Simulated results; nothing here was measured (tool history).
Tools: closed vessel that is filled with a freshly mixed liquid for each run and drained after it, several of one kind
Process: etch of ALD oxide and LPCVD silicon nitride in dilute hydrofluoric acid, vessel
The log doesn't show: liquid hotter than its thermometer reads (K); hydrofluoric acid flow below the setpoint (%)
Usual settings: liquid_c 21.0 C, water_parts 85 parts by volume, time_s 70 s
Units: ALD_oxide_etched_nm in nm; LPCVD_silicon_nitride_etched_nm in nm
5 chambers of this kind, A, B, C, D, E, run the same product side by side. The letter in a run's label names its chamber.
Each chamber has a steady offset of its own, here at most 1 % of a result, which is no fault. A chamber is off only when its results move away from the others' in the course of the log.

run	hour	liquid_c	water_parts	time_s	hours since the thermometer was replaced	hours since the hydrofluoric acid flow meter was replaced	read-back film thickness of the ALD oxide reference wafer, read on the same gauge (nm)	read-back film thickness of the LPCVD silicon nitride reference wafer, read on the same gauge (nm)	ALD_oxide_etched_nm	LPCVD_silicon_nitride_etched_nm
1D	8.7	21.0	85	70	1223.6	838.0	149.98	139.99	11.1700	0.34533
2B	17.3	21.0	85	70	623.7	49.7	150.01	139.99	11.1720	0.29544
3C	26.1	21.0	85	70	613.6	626.6	150.00	139.99	11.2220	0.35976
4E	32.8	21.0	85	70	1721.0	518.6	150.01	139.99	11.1790	0.33043
# hour 37.0: chamber D: thermometer replaced
5A	46.7	21.0	45	70	693.5	432.1	149.98	139.99	22.4570	0.58898
6C	54.1	21.0	45	70	641.6	654.6	150.01	140.02	22.1480	0.60908
7B	61.5	21.0	45	70	667.9	93.9	149.99	140.00	22.5560	0.67188
8E	71.6	21.0	45	70	1759.8	557.4	149.97	140.00	22.4540	0.67795
9A	82.8	21.0	45	70	729.6	468.2	149.99	140.00	22.2070	0.60029
10D	96.2	25.5	85	40	59.3	925.5	150.00	139.99	7.7802	0.27160
11C	105.6	25.5	85	40	693.1	706.1	149.99	140.01	7.7528	0.28534
12D	116.2	25.5	85	40	79.3	945.5	150.02	139.98	7.8534	0.30080
13A	128.7	25.5	85	40	775.5	514.1	149.99	140.00	7.7095	0.27245
14B	135.3	25.5	85	40	741.7	167.7	150.02	139.99	7.7283	0.28015
15E	142.3	21.0	85	70	1830.5	628.1	150.01	140.01	11.2710	0.29330
16A	155.5	21.0	85	70	802.3	540.9	150.02	140.00	11.2380	0.36453
17C	166.9	21.0	85	70	754.4	767.4	149.99	139.99	11.2730	0.36072
18B	180.3	21.0	85	90	786.7	212.7	150.05	140.01	14.4640	0.46180
19E	187.0	21.0	85	90	1875.2	672.8	149.99	139.99	14.4630	0.46613
20D	194.6	21.0	85	90	157.7	1023.9	149.99	139.98	14.5060	0.38400
21B	207.7	21.0	85	90	814.1	240.1	149.99	139.99	14.4940	0.46384
22A	219.1	21.0	85	90	865.9	604.5	150.00	139.99	14.4120	0.36577
# hour 229.2: chamber B: thermometer replaced
23C	232.1	21.0	85	70	819.6	832.6	149.98	139.99	11.2360	0.27913
24E	238.6	21.0	85	70	1926.8	724.4	150.05	140.01	10.9860	0.33599
25D	251.1	21.0	85	70	214.2	1080.4	149.99	139.98	11.2190	0.29867
26E	263.2	21.0	85	70	1951.4	749.0	150.00	140.02	11.1380	0.33995
27D	273.7	21.0	85	70	236.8	1103.0	149.95	140.00	11.2130	0.31617
28C	288.4	21.0	85	70	875.9	888.9	150.00	139.99	11.2470	0.35156
29A	296.9	21.0	85	70	943.7	682.3	149.98	140.01	11.2430	0.35089
30B	308.7	21.0	85	70	79.6	341.1	150.01	140.02	11.2540	0.32265
31A	320.4	21.0	85	70	967.2	705.8	150.00	139.98	11.2480	0.32921

Is one chamber off against the others, does the gauge drift, or is nothing wrong? If a chamber is off, say which, and what the likeliest cause is.

No chamber stands off beyond its own small offset, and the gauge holds steady.

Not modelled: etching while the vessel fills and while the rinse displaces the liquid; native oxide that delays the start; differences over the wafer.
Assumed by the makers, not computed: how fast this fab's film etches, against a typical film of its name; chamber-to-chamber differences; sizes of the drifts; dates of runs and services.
